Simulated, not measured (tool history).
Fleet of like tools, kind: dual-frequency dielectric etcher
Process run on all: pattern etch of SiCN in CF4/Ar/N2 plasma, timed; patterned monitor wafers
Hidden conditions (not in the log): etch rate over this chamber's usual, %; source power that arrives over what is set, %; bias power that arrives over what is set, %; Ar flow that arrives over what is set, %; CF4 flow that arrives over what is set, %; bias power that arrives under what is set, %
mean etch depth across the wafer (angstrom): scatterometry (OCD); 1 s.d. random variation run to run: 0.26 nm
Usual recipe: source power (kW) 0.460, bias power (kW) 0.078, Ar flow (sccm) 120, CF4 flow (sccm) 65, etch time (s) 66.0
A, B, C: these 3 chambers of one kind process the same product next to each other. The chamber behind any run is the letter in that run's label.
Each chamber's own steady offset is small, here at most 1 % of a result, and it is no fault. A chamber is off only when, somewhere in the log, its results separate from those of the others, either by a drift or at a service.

run,day,source power (kW),bias power (kW),Ar flow (sccm),CF4 flow (sccm),etch time (s),hours since the last wet clean,hours since the last source power generator calibration,hours since the last bias power generator calibration,hours since the last Ar flow controller change,hours since the last CF4 flow controller change,"read-back reference wafer on the same gauge, depth_nm",mean etch depth across the wafer (angstrom)
1A,0.196,0.460,0.078,120,65,66.0,181.4,1379.3,832.7,3544.7,1832.1,49.911,574.70
2B,0.375,0.460,0.078,120,65,66.0,334.1,2332.1,2094.1,3809.4,3909.0,49.966,571.94
3C,0.504,0.460,0.078,120,65,66.0,64.8,876.6,1609.0,2469.5,376.6,49.941,569.60
4A,0.658,0.460,0.078,120,65,66.0,192.5,1390.4,843.8,3555.8,1843.2,49.931,569.29
5C,0.850,0.460,0.078,120,65,66.0,73.1,884.9,1617.3,2477.8,384.9,49.994,568.99
6B,1.042,0.460,0.078,120,65,66.0,350.1,2348.1,2110.1,3825.4,3925.0,49.904,578.36
7A,1.142,0.460,0.078,120,72,51.5,204.1,1402.0,855.4,3567.4,1854.8,49.919,450.76
8B,1.267,0.460,0.078,120,72,51.5,355.5,2353.5,2115.5,3830.8,3930.4,49.879,449.39
9C,1.392,0.460,0.078,120,72,51.5,86.1,897.9,1630.3,2490.8,397.9,49.859,453.92
10B,1.550,0.460,0.078,120,65,66.0,362.3,2360.3,2122.3,3837.6,3937.2,49.963,576.36
11A,1.688,0.460,0.090,120,65,54.5,217.2,1415.1,868.5,3580.5,1867.9,49.892,497.09
12C,1.800,0.460,0.090,120,65,54.5,95.9,907.7,1640.1,2500.6,407.7,49.912,492.24
13A,1.925,0.460,0.090,120,65,54.5,222.9,1420.8,874.2,3586.2,1873.6,49.863,496.44
14C,2.038,0.460,0.078,120,65,66.0,101.6,913.4,1645.8,2506.3,413.4,49.922,571.53
15B,2.246,0.460,0.078,120,65,66.0,379.0,2377.0,2139.0,3854.3,3953.9,49.897,572.07
16C,2.400,0.460,0.078,120,65,66.0,110.3,922.1,1654.5,2515.0,422.1,49.900,571.90
17A,2.583,0.460,0.078,120,65,66.0,238.7,1436.6,890.0,3602.0,1889.4,49.922,570.40
18B,2.788,0.400,0.066,120,65,66.0,392.0,2390.0,2152.0,3867.3,3966.9,49.923,477.52
19B,2.892,0.400,0.066,120,65,66.0,394.5,2392.5,2154.5,3869.8,3969.4,49.901,480.29
20A,2.988,0.400,0.066,120,65,66.0,248.4,1446.3,899.7,3611.7,1899.1,49.872,470.76
21C,3.150,0.460,0.078,120,65,66.0,128.3,940.1,1672.5,2533.0,440.1,49.885,566.55
22B,3.317,0.460,0.078,120,65,66.0,404.7,2402.7,2164.7,3880.0,3979.6,49.917,571.71
23C,3.425,0.460,0.078,120,65,66.0,134.9,946.7,1679.1,2539.6,446.7,49.918,574.11
24A,3.525,0.460,0.078,99,50,66.0,261.3,1459.2,912.6,3624.6,1912.0,49.937,564.45
25C,3.712,0.460,0.078,99,50,66.0,141.8,953.6,1686.0,2546.5,453.6,49.897,563.62
26A,3.908,0.460,0.078,99,50,66.0,270.5,1468.4,921.8,3633.8,1921.2,49.924,561.99
27B,4.025,0.350,0.078,120,65,66.0,421.7,2419.7,2181.7,3897.0,3996.6,49.912,448.90
28C,4.142,0.350,0.078,120,65,66.0,152.1,963.9,1696.3,2556.8,463.9,49.931,449.94
29A,4.304,0.350,0.078,120,65,66.0,280.0,1477.9,931.3,3643.3,1930.7,49.922,450.11
30B,4.488,0.460,0.078,120,65,66.0,432.8,2430.8,2192.8,3908.1,4007.7,49.913,565.64
31A,4.608,0.460,0.078,120,73,66.0,287.3,1485.2,938.6,3650.6,1938.0,49.976,588.33
32B,4.783,0.460,0.078,120,73,66.0,439.9,2437.9,2199.9,3915.2,4014.8,49.892,580.36
33C,4.958,0.460,0.078,120,73,66.0,171.7,983.5,1715.9,2576.4,483.5,49.959,579.18
34C,5.071,0.460,0.078,120,65,66.0,174.4,986.2,1718.6,2579.1,486.2,49.943,573.65
35A,5.217,0.460,0.078,120,65,66.0,301.9,1499.8,953.2,3665.2,1952.6,49.887,573.80
36B,5.425,0.460,0.078,120,65,66.0,455.3,2453.3,2215.3,3930.6,4030.2,49.896,568.72
37C,5.604,0.460,0.078,120,59,66.0,187.2,999.0,1731.4,2591.9,499.0,49.937,563.30
38B,5.725,0.460,0.078,120,59,66.0,462.5,2460.5,2222.5,3937.8,4037.4,49.893,558.67
39A,5.917,0.460,0.078,120,59,66.0,318.7,1516.6,970.0,3682.0,1969.4,49.875,563.73
40C,6.083,0.460,0.078,120,65,66.0,198.7,1010.5,1742.9,2603.4,510.5,49.900,571.60
41B,6.262,0.410,0.078,131,65,66.0,475.4,2473.4,2235.4,3950.7,4050.3,49.898,510.24
42A,6.392,0.410,0.078,131,65,66.0,330.1,1528.0,981.4,3693.4,1980.8,49.985,513.62
43C,6.504,0.410,0.078,131,65,66.0,208.8,1020.6,1753.0,2613.5,520.6,49.905,512.44

Has any chamber moved away from the others, gradually or after a service, or does the common gauge drift, or do the chambers differ only by their own small steady offsets? State the chamber and the most likely cause if one applies.

All chambers stay in line apart from their small fixed offsets, and the gauge does not drift.
